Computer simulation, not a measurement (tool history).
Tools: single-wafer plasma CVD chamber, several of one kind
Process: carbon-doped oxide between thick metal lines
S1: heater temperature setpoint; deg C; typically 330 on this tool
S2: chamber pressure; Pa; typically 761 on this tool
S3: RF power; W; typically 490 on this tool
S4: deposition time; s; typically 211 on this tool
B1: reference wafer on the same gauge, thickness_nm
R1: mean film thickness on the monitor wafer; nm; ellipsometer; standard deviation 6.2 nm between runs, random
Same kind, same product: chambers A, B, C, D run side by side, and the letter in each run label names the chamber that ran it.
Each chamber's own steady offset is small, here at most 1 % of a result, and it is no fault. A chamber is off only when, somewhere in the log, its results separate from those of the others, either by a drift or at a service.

{"run": "1B", "day": 0.196, "S1": 330, "S2": 761, "S3": 490, "S4": 211, "B1": 1029.3, "R1": 1130.5}
{"run": "2A", "day": 0.329, "S1": 330, "S2": 761, "S3": 490, "S4": 211, "B1": 1029.6, "R1": 1116.2}
{"run": "3C", "day": 0.438, "S1": 330, "S2": 761, "S3": 490, "S4": 211, "B1": 1031.0, "R1": 1122.1}
{"run": "4D", "day": 0.554, "S1": 330, "S2": 761, "S3": 490, "S4": 211, "B1": 1029.9, "R1": 1119.7}
{"run": "5B", "day": 0.675, "S1": 330, "S2": 761, "S3": 490, "S4": 211, "B1": 1029.3, "R1": 1119.9}
{"run": "6D", "day": 0.838, "S1": 330, "S2": 761, "S3": 490, "S4": 211, "B1": 1031.1, "R1": 1145.6}
{"run": "7C", "day": 1.008, "S1": 330, "S2": 761, "S3": 490, "S4": 211, "B1": 1031.5, "R1": 1137.6}
{"run": "8A", "day": 1.208, "S1": 330, "S2": 761, "S3": 490, "S4": 211, "B1": 1029.2, "R1": 1125.7}
{"run": "9D", "day": 1.404, "S1": 330, "S2": 761, "S3": 490, "S4": 211, "B1": 1030.4, "R1": 1133.8}
{"run": "10A", "day": 1.546, "S1": 330, "S2": 761, "S3": 490, "S4": 211, "B1": 1030.0, "R1": 1134.5}
{"run": "11B", "day": 1.658, "S1": 330, "S2": 761, "S3": 490, "S4": 211, "B1": 1029.8, "R1": 1127.6}
{"run": "12C", "day": 1.862, "S1": 330, "S2": 857, "S3": 490, "S4": 224, "B1": 1028.9, "R1": 1217.9}
{"run": "13C", "day": 1.954, "S1": 330, "S2": 857, "S3": 490, "S4": 224, "B1": 1028.9, "R1": 1242.1}
{"run": "14B", "day": 2.142, "S1": 330, "S2": 857, "S3": 490, "S4": 224, "B1": 1029.5, "R1": 1222.7}
{"run": "15D", "day": 2.25, "S1": 330, "S2": 857, "S3": 490, "S4": 224, "B1": 1030.1, "R1": 1214.5}
{"run": "16A", "day": 2.4, "S1": 330, "S2": 761, "S3": 490, "S4": 211, "B1": 1029.1, "R1": 1122.4}
{"run": "17A", "day": 2.604, "S1": 330, "S2": 761, "S3": 490, "S4": 211, "B1": 1029.9, "R1": 1100.8}
{"run": "18D", "day": 2.775, "S1": 330, "S2": 761, "S3": 490, "S4": 211, "B1": 1029.2, "R1": 1141.0}
{"run": "19C", "day": 2.975, "S1": 330, "S2": 761, "S3": 490, "S4": 211, "B1": 1030.3, "R1": 1141.7}
{"run": "20B", "day": 3.129, "S1": 330, "S2": 761, "S3": 490, "S4": 211, "B1": 1029.9, "R1": 1120.5}
{"run": "21A", "day": 3.275, "S1": 330, "S2": 761, "S3": 490, "S4": 211, "B1": 1030.4, "R1": 1107.3}
{"run": "22B", "day": 3.412, "S1": 330, "S2": 761, "S3": 490, "S4": 211, "B1": 1030.2, "R1": 1126.2}
{"run": "23C", "day": 3.55, "S1": 330, "S2": 761, "S3": 490, "S4": 211, "B1": 1031.8, "R1": 1136.6}
{"run": "24D", "day": 3.65, "S1": 330, "S2": 761, "S3": 490, "S4": 211, "B1": 1029.3, "R1": 1135.9}
{"run": "25D", "day": 3.758, "S1": 330, "S2": 761, "S3": 490, "S4": 211, "B1": 1029.6, "R1": 1139.3}
{"run": "26B", "day": 3.858, "S1": 321, "S2": 761, "S3": 490, "S4": 211, "B1": 1029.6, "R1": 1159.2}
{"run": "27A", "day": 4.004, "S1": 321, "S2": 761, "S3": 490, "S4": 211, "B1": 1029.0, "R1": 1136.7}
{"run": "28C", "day": 4.142, "S1": 321, "S2": 761, "S3": 490, "S4": 211, "B1": 1031.2, "R1": 1167.0}
{"run": "29B", "day": 4.308, "S1": 321, "S2": 761, "S3": 490, "S4": 211, "B1": 1030.2, "R1": 1171.3}
{"run": "30C", "day": 4.5, "S1": 330, "S2": 761, "S3": 490, "S4": 211, "B1": 1029.1, "R1": 1145.3}
{"run": "31D", "day": 4.604, "S1": 330, "S2": 761, "S3": 490, "S4": 211, "B1": 1028.9, "R1": 1130.5}
{"run": "32A", "day": 4.762, "S1": 330, "S2": 761, "S3": 490, "S4": 211, "B1": 1030.8, "R1": 1102.6}
{"run": "33C", "day": 4.958, "S1": 330, "S2": 761, "S3": 490, "S4": 211, "B1": 1029.9, "R1": 1143.8}
{"run": "34A", "day": 5.129, "S1": 330, "S2": 761, "S3": 490, "S4": 211, "B1": 1031.6, "R1": 1092.9}
{"run": "35B", "day": 5.308, "S1": 330, "S2": 761, "S3": 490, "S4": 211, "B1": 1032.3, "R1": 1120.1}
{"run": "36D", "day": 5.488, "S1": 330, "S2": 761, "S3": 490, "S4": 211, "B1": 1030.4, "R1": 1133.0}
{"run": "37C", "day": 5.633, "S1": 330, "S2": 761, "S3": 490, "S4": 211, "B1": 1029.9, "R1": 1137.9}

Next, every chamber runs the same settings. What will each give?
{"run": "38A", "day": 5.788, "S1": 330, "S2": 761, "S3": 490, "S4": 211, "R1": "?"}
{"run": "38B", "day": 5.788, "S1": 330, "S2": 761, "S3": 490, "S4": 211, "R1": "?"}
{"run": "38C", "day": 5.788, "S1": 330, "S2": 761, "S3": 490, "S4": 211, "R1": "?"}
{"run": "38D", "day": 5.788, "S1": 330, "S2": 761, "S3": 490, "S4": 211, "R1": "?"}

run=38A R1=1084.1
run=38B R1=1131.9
run=38C R1=1129.2
run=38D R1=1136.0
